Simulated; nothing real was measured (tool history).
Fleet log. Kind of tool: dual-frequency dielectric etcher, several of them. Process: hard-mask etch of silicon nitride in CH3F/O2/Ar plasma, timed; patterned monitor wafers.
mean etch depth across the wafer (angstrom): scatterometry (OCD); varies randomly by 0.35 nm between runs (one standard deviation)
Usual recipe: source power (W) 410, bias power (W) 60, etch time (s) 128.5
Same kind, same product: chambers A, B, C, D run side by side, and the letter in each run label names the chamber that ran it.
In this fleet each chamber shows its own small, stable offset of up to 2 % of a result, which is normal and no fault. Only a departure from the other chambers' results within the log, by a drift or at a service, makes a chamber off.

| run | hour | source power (W) | bias power (W) | etch time (s) | read-back reference wafer on the same gauge, depth_nm | mean etch depth across the wafer (angstrom) |
|---|---|---|---|---|---|---|
| 1B | 9.5 | 410 | 60 | 128.5 | 96.407 | 875.19 |
| 2C | 17.4 | 410 | 60 | 128.5 | 96.480 | 854.15 |
| 3A | 28.5 | 410 | 60 | 128.5 | 96.302 | 855.72 |
| 4D | 35.9 | 410 | 60 | 128.5 | 96.510 | 862.25 |
| 5B | 48.5 | 410 | 60 | 128.5 | 96.475 | 873.91 |
| 6C | 58.3 | 480 | 60 | 148.5 | 96.424 | 1043.10 |
| 7A | 67.9 | 480 | 60 | 148.5 | 96.399 | 1055.10 |
| 8D | 79.0 | 480 | 60 | 148.5 | 96.385 | 1059.10 |
|  | 84.3 | chamber A: wet clean of the chamber |
| 9D | 85.2 | 480 | 60 | 148.5 | 96.316 | 1063.60 |
| 10A | 94.8 | 410 | 60 | 128.5 | 96.382 | 850.00 |
| 11B | 105.7 | 410 | 60 | 155.0 | 96.473 | 1044.10 |
| 12C | 114.5 | 410 | 60 | 155.0 | 96.453 | 1022.70 |
| 13C | 121.6 | 410 | 60 | 155.0 | 96.496 | 1021.30 |
|  | 126.5 | chamber D: bias power generator calibrated |
| 14B | 129.7 | 410 | 60 | 155.0 | 96.429 | 1051.60 |
|  | 136.2 | chamber B: wet clean of the chamber |
| 15A | 141.2 | 410 | 60 | 128.5 | 96.411 | 866.34 |
| 16D | 152.4 | 410 | 60 | 128.5 | 96.391 | 858.72 |
|  | 154.4 | chamber D: wet clean of the chamber |
| 17C | 164.7 | 410 | 60 | 128.5 | 96.322 | 847.85 |
| 18A | 173.0 | 410 | 60 | 128.5 | 96.315 | 859.39 |
| 19B | 182.8 | 410 | 60 | 128.5 | 96.343 | 836.84 |
| 20D | 192.1 | 410 | 60 | 128.5 | 96.375 | 864.73 |
| 21C | 201.1 | 410 | 60 | 128.5 | 96.426 | 853.65 |
| 22B | 211.8 | 410 | 60 | 128.5 | 96.474 | 840.52 |
|  | 212.3 | chamber C: wet clean of the chamber |
| 23D | 221.6 | 410 | 60 | 128.5 | 96.451 | 861.20 |
| 24A | 233.6 | 410 | 60 | 128.5 | 96.330 | 856.76 |
| 25B | 241.8 | 410 | 60 | 128.5 | 96.383 | 831.24 |
| 26C | 248.1 | 410 | 60 | 128.5 | 96.385 | 848.75 |
| 27D | 260.3 | 410 | 60 | 128.5 | 96.412 | 860.24 |
| 28A | 267.2 | 370 | 60 | 91.0 | 96.353 | 581.30 |

Predict what each chamber gives when all 4 of them run the settings below next.
| 29A | 276.2 | 410 | 60 | 128.5 |  | ? |
| 29B | 276.2 | 410 | 60 | 128.5 |  | ? |
| 29C | 276.2 | 410 | 60 | 128.5 |  | ? |
| 29D | 276.2 | 410 | 60 | 128.5 |  | ? |

| run | mean etch depth across the wafer (angstrom) |
|---|---|
| 29A | 858.75 |
| 29B | 839.96 |
| 29C | 849.36 |
| 29D | 859.39 |
